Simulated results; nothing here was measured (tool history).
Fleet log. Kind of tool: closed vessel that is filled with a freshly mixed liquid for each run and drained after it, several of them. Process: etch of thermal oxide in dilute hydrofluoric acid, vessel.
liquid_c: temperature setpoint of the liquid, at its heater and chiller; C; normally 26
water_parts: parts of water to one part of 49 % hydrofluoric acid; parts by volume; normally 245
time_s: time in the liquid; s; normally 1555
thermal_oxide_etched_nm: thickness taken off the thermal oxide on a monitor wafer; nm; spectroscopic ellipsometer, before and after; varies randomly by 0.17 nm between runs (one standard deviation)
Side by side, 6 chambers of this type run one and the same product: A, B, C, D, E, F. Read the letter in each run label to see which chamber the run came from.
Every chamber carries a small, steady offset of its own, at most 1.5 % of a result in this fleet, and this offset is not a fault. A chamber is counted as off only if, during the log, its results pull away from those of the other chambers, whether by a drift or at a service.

run,day,liquid_c,water_parts,time_s,"read-back film thickness of the thermal oxide reference wafer, read on the same gauge (nm)",thermal_oxide_etched_nm
1B,0.112,26,245,1555,79.995,28.119
2C,0.325,26,245,1555,79.987,27.684
3E,0.546,26,245,1555,80.019,28.210
4A,0.679,26,245,1555,80.022,28.279
5F,0.850,26,245,1555,79.995,28.388
6D,1.017,26,245,1555,79.981,27.695
7A,1.188,26,245,1555,79.992,28.104
8D,1.400,26,245,1555,79.965,27.717
9F,1.517,26,245,1555,79.967,28.189
10B,1.721,26,245,1555,80.022,28.288
11C,1.938,26,245,1555,80.027,27.857
12E,2.154,26,245,1555,80.015,28.055
13E,2.379,26,245,1555,80.005,28.190
14C,2.562,26,245,1555,80.007,28.096
15B,2.754,26,245,1555,79.988,28.174
16A,2.879,26,245,1555,79.992,28.282
17D,3.017,26,245,1555,79.999,27.536
18F,3.183,26,245,2080,80.000,37.541
19E,3.358,26,245,2080,80.033,37.747
20D,3.575,26,245,2080,80.010,36.061
21F,3.725,26,245,2080,80.004,37.556
22A,3.967,26,245,2080,80.005,37.150
23B,4.075,26,245,2080,79.995,37.951
24C,4.271,26,245,1555,79.998,27.569
# day 4.333: chamber F: hydrofluoric acid flow meter replaced
25B,4.454,26,245,1555,80.000,28.361
26F,4.700,26,245,1555,79.990,28.276
27A,4.821,26,245,1555,79.969,28.046
28C,4.996,26,245,1555,79.989,27.732
29D,5.238,24,245,1200,80.027,18.805
30E,5.375,24,245,1200,79.985,20.477
31D,5.612,24,245,1200,80.020,19.107
32A,5.804,24,245,1200,79.993,20.335
33E,6.000,24,245,1200,79.989,20.251
34C,6.158,24,245,1200,80.002,19.930
35B,6.275,30,150,1555,79.993,59.376
36F,6.504,30,150,1555,80.009,59.265
37E,6.717,30,150,1555,80.014,60.190
38A,6.833,30,150,1555,79.982,59.568
39C,7.004,30,150,1555,79.996,59.389

What goes on in this fleet: one chamber off, a drifting gauge, or nothing beyond the chambers' own small offsets? Name the chamber and the cause, if any.

One chamber, D, drifts off from the rest bit by bit.
Likeliest cause: hydrofluoric acid flow below the setpoint (%) = 6.39.
From this log alone, it may not be told apart from: liquid colder than its thermometer reads (K).

Chamber D could run next with any of the 4 candidate recipes listed below; each alters the usual settings, and their results appear as question marks. Which one brings its results back in line with what the other chambers deliver on the usual settings?
Maximum distance from the other chambers' mean on the usual settings for a result to count as in line: thermal_oxide_etched_nm 0.610 nm
40D-1,7.183,26,250,1530,,?
40D-2,7.183,26,245,1710,,?
40D-3,7.183,26,255,1485,,?
40D-4,7.183,26,240,1580,,?

The mean the other chambers reach with the usual settings: thermal_oxide_etched_nm 28.110 nm
run,thermal_oxide_etched_nm
40D-1,24.607
40D-2,28.217
40D-3,23.289
40D-4,26.760
It is 40D-2 that realigns the chamber with its peers.
